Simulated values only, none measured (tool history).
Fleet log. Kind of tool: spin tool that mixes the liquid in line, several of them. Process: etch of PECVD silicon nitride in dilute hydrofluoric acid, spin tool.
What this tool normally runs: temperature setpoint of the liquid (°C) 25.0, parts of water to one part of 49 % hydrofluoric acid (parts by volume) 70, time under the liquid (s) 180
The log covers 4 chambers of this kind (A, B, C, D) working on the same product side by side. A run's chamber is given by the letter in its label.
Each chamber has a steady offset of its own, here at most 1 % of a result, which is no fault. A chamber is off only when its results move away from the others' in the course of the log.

run	hour	temperature setpoint of the liquid (°C)	parts of water to one part of 49 % hydrofluoric acid (parts by volume)	time under the liquid (s)	hours since the thermometer was replaced	hours since the hydrofluoric acid flow meter was replaced	read-back film thickness of the PECVD silicon nitride reference wafer, read on the same gauge (nm)	thickness taken off the PECVD silicon nitride on a monitor wafer (nm)
1C	8.6	25.0	70	180	172.0	689.0	120.01	6.6131
2D	20.3	25.0	70	180	735.5	428.0	120.00	6.7263
3B	31.5	25.0	70	180	185.2	1340.1	119.99	6.6408
4A	42.3	25.0	70	180	57.9	827.5	120.00	6.6076
5B	52.0	22.0	55	180	205.7	1360.6	119.99	6.9122
6C	59.8	22.0	55	180	223.2	740.2	120.02	6.8843
7D	66.5	22.0	55	180	781.7	474.2	120.01	6.9624
8A	76.4	22.0	55	180	92.0	861.6	120.00	6.9021
9C	84.4	25.0	70	180	247.8	764.8	119.98	6.6103
10D	96.0	25.0	70	180	811.2	503.7	120.02	6.6948
11A	102.0	25.0	70	180	117.6	887.2	119.99	6.5924
12B	109.8	25.0	70	180	263.5	1418.4	119.98	6.7225
13C	122.2	25.0	70	180	285.6	802.6	120.00	6.7091
14B	133.5	28.5	70	110	287.2	1442.1	119.98	5.0847
15D	140.9	28.5	70	110	856.1	548.6	120.01	5.1267
16A	150.3	28.5	70	110	165.9	935.5	120.02	5.0716
17A	159.8	28.5	70	110	175.4	945.0	120.00	5.0937
18C	169.2	25.0	70	180	332.6	849.6	120.02	6.7013
19B	177.9	25.0	70	180	331.6	1486.5	120.01	6.6530
# hour 186.6: chamber A: hydrofluoric acid flow meter replaced
20D	186.9	25.0	70	180	902.1	594.6	120.02	6.7174
21D	195.6	25.0	50	180	910.8	603.3	120.00	9.2804
22B	207.6	25.0	50	180	361.3	1516.2	120.00	9.3020
23C	216.2	25.0	50	180	379.6	896.6	119.99	9.5165
24A	224.8	25.0	50	180	240.4	38.3	120.00	9.2583
25D	236.2	25.0	70	180	951.4	643.9	120.00	6.7442
26C	242.2	25.0	70	180	405.6	922.6	120.00	6.7702

Each of the 4 chambers runs these same settings next. Fill in every chamber's results:
27A	251.4	25.0	80	180				?
27B	251.4	25.0	80	180				?
27C	251.4	25.0	80	180				?
27D	251.4	25.0	80	180				?

run	thickness taken off the PECVD silicon nitride on a monitor wafer (nm)
27A	5.8099
27B	5.8223
27C	5.9906
27D	5.8586

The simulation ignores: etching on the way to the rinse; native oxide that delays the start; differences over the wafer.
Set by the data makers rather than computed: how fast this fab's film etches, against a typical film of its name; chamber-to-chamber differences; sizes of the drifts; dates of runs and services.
